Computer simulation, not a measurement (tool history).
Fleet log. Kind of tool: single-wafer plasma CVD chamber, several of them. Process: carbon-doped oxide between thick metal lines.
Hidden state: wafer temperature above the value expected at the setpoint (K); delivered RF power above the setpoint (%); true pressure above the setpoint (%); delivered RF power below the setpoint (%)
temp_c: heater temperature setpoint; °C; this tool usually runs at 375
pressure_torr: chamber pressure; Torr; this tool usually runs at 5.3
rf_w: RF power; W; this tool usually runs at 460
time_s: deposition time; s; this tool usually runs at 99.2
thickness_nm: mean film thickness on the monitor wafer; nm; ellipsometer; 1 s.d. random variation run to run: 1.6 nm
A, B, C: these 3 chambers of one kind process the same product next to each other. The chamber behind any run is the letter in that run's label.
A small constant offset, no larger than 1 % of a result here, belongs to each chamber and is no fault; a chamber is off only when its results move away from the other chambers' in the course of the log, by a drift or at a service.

run   hour  temp_c  pressure_torr  rf_w  time_s  hours since the last thermocouple change  hours since the last RF generator calibration  hours since the last manometer calibration  read-back reference wafer on the same gauge, thickness_nm  thickness_nm
 1C   10.5     375            5.3   460    99.2                                      1182                                         1307.1                                       374.9                                                     380.89        453.32
 2B     23     375            5.3   460    99.2                                    2172.6                                          689.4                                       621.1                                                     380.92        452.98
 3A   33.5     375            5.3   460    99.2                                    2309.4                                         2234.7                                      1334.1                                                     381.08        449.82
 4C   42.2     375            5.3   460    99.2                                    1213.7                                         1338.8                                       406.6                                                     381.04        452.64
 5B   50.8     375            5.3   460    99.2                                    2200.4                                          717.2                                       648.9                                                     380.92        454.01
 6A   57.4     375            5.3   460    99.2                                    2333.3                                         2258.6                                        1358                                                     380.96        451.53
 7B   63.6     375            5.3   460    99.2                                    2213.2                                            730                                       661.7                                                     380.97        453.69
      70.9  -- chamber A: RF generator calibrated
 8A   71.3     375            5.3   460    99.2                                    2347.2                                            0.4                                      1371.9                                                     380.93        449.36
 9C     81     375           5.71   510    99.2                                    1252.5                                         1377.6                                       445.4                                                     380.81        485.81
10B   87.8     375           5.71   510    99.2                                    2237.4                                          754.2                                       685.9                                                     381.16         488.2
11A   94.3     375           5.71   510    99.2                                    2370.2                                           23.4                                      1394.9                                                     380.93        485.62
12C    108     375            5.3   460    99.2                                    1279.5                                         1404.6                                       472.4                                                     381.02         449.1
13A  121.9     375            5.3   460    99.2                                    2397.8                                             51                                      1422.5                                                     381.21        453.38
14B  131.4     375            5.3   460    99.2                                      2281                                          797.8                                       729.5                                                     380.84        456.31
15C  138.4     375            5.3   460   115.8                                    1309.9                                           1435                                       502.8                                                     380.76        521.35
16A  149.4     375            5.3   460   115.8                                    2425.3                                           78.5                                        1450                                                     381.07        526.44
     150.1  -- chamber A: thermocouple changed; heater temperature recalibrated
17C  159.2     375            5.3   460   115.8                                    1330.7                                         1455.8                                       523.6                                                     381.25        522.29
18B  171.4     375            5.3   460    99.2                                      2321                                          837.8                                       769.5                                                     381.45        450.71
19A  184.6     375            5.3   460    99.2                                      34.6                                          113.7                                      1485.2                                                     380.73         452.8
20B  195.5     375            5.3   460    99.2                                    2345.1                                          861.9                                       793.6                                                     381.14        455.95
21C  208.2     375            5.3   460    99.2                                    1379.7                                         1504.8                                       572.6                                                     381.18        443.36
22B  214.8     375            5.3   460    99.2                                    2364.4                                          881.2                                       812.9                                                        381        454.14
23A  228.6     375            5.3   460    99.2                                      78.6                                          157.7                                      1529.2                                                     381.11        453.58
24C  238.9     375            5.3   460    99.2                                    1410.4                                         1535.5                                       603.3                                                     380.77         437.3
25B  250.2     375            5.3   460    99.2                                    2399.8                                          916.6                                       848.3                                                     380.97        454.27
26C  257.5     375            5.3   460    99.2                                      1429                                         1554.1                                       621.9                                                     381.26        437.93
27A  264.3     375            5.3   460    99.2                                     114.3                                          193.4                                      1564.9                                                     380.78        449.06
28A  274.1     375            5.3   460    99.2                                     124.1                                          203.2                                      1574.7                                                     381.02        452.99

All chambers now run identical settings, listed one chamber a line with results as question marks. What results will each chamber show?
29A  284.1     375           4.49   460    99.2                                                                                                                                                                                                             ?
29B  284.1     375           4.49   460    99.2                                                                                                                                                                                                             ?
29C  284.1     375           4.49   460    99.2                                                                                                                                                                                                             ?

run  thickness_nm
29A        438.63
29B        441.68
29C        423.32
